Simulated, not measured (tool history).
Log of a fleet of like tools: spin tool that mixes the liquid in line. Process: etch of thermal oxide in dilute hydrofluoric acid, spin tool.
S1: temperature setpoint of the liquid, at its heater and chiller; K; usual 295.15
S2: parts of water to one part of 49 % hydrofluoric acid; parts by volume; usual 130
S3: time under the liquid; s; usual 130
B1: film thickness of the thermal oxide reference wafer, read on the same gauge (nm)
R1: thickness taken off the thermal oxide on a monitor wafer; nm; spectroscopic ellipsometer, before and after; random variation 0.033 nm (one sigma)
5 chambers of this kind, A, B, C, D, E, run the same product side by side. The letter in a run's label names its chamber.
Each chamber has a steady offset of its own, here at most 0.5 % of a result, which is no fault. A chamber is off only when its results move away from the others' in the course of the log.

run,day,S1,S2,S3,B1,R1
# day 0.288: chamber D: thermometer replaced
1B,0.404,295.15,130,130,89.998,4.2699
2E,0.767,295.15,130,130,90.050,4.2097
3C,1.158,295.15,130,130,89.995,4.3230
4D,1.542,295.15,130,130,89.961,4.2359
5A,1.800,295.15,130,130,89.992,4.2252
6B,2.104,300.15,100,130,90.008,7.1113
7C,2.454,300.15,100,130,89.985,7.0348
8A,2.779,300.15,100,130,89.997,6.9472
9E,3.083,300.15,100,130,89.987,6.9508
10D,3.392,300.15,100,130,90.005,6.8894
11C,3.717,295.15,130,130,89.979,4.3054
12B,4.108,295.15,130,130,90.008,4.2796
# day 4.396: chamber D: hydrofluoric acid flow meter replaced
13A,4.425,295.15,130,130,89.972,4.2878
14E,4.867,295.15,130,130,90.018,4.2276
15D,5.142,295.15,130,130,90.019,4.2763
16E,5.571,295.15,130,130,89.985,4.2903
17D,6.125,295.15,130,130,90.008,4.2514
18C,6.575,295.15,130,130,89.993,4.3642
19B,7.004,295.15,65,130,90.023,9.4121
20A,7.404,295.15,65,130,90.003,9.3156
21E,7.912,295.15,65,130,89.992,9.0002
22A,8.300,295.15,65,130,89.973,9.4772
23D,8.721,295.15,65,130,89.988,9.2291
24B,9.075,295.15,130,130,90.015,4.3161
25C,9.588,295.15,75,155,89.978,9.6370
26E,9.879,295.15,75,155,90.029,9.1405
27D,10.175,295.15,75,155,90.006,9.4572
28C,10.721,295.15,75,155,89.999,9.8031
29A,11.204,295.15,75,155,89.980,9.4815
30B,11.462,295.15,130,130,89.997,4.3481
31A,11.917,295.15,130,130,90.003,4.2436
32C,12.212,295.15,130,130,89.992,4.4265
33E,12.583,295.15,130,130,89.989,4.2205
34B,13.029,295.15,130,130,90.007,4.3032
35D,13.396,295.15,130,130,90.014,4.2021
36A,13.800,290.65,190,130,90.038,2.2764
37D,14.342,290.65,190,130,89.990,2.2685
38B,14.883,290.65,190,130,89.976,2.3166
39E,15.392,290.65,190,130,89.988,2.2995
40C,15.883,290.65,190,130,89.979,2.4359
41C,16.246,298.65,130,130,90.015,5.2287

What goes on in this fleet: one chamber off, a drifting gauge, or nothing beyond the chambers' own small offsets? Name the chamber and the cause, if any.

Chamber C drifts away from the others.
Cause: liquid hotter than its thermometer reads (K) = 1.39.
The log may not tell that from: hydrofluoric acid flow above the setpoint (%).

Here are 4 candidates for chamber C's next run, each the usual settings with a change, their results left as question marks. Which one brings its results back in line with what the others give on the usual settings?
In line means no further than this from the other chambers' mean on the usual settings: R1 0.1100 nm
42C-1,16.650,296.65,130,130,,?
42C-2,16.650,293.65,130,130,,?
42C-3,16.650,292.15,130,130,,?
42C-4,16.650,298.15,130,130,,?

The other chambers' mean on the usual settings: R1 4.2652 nm
run,R1
42C-1,4.8198
42C-2,4.2910
42C-3,4.0436
42C-4,5.1018
42C-2 brings the chamber back in line.
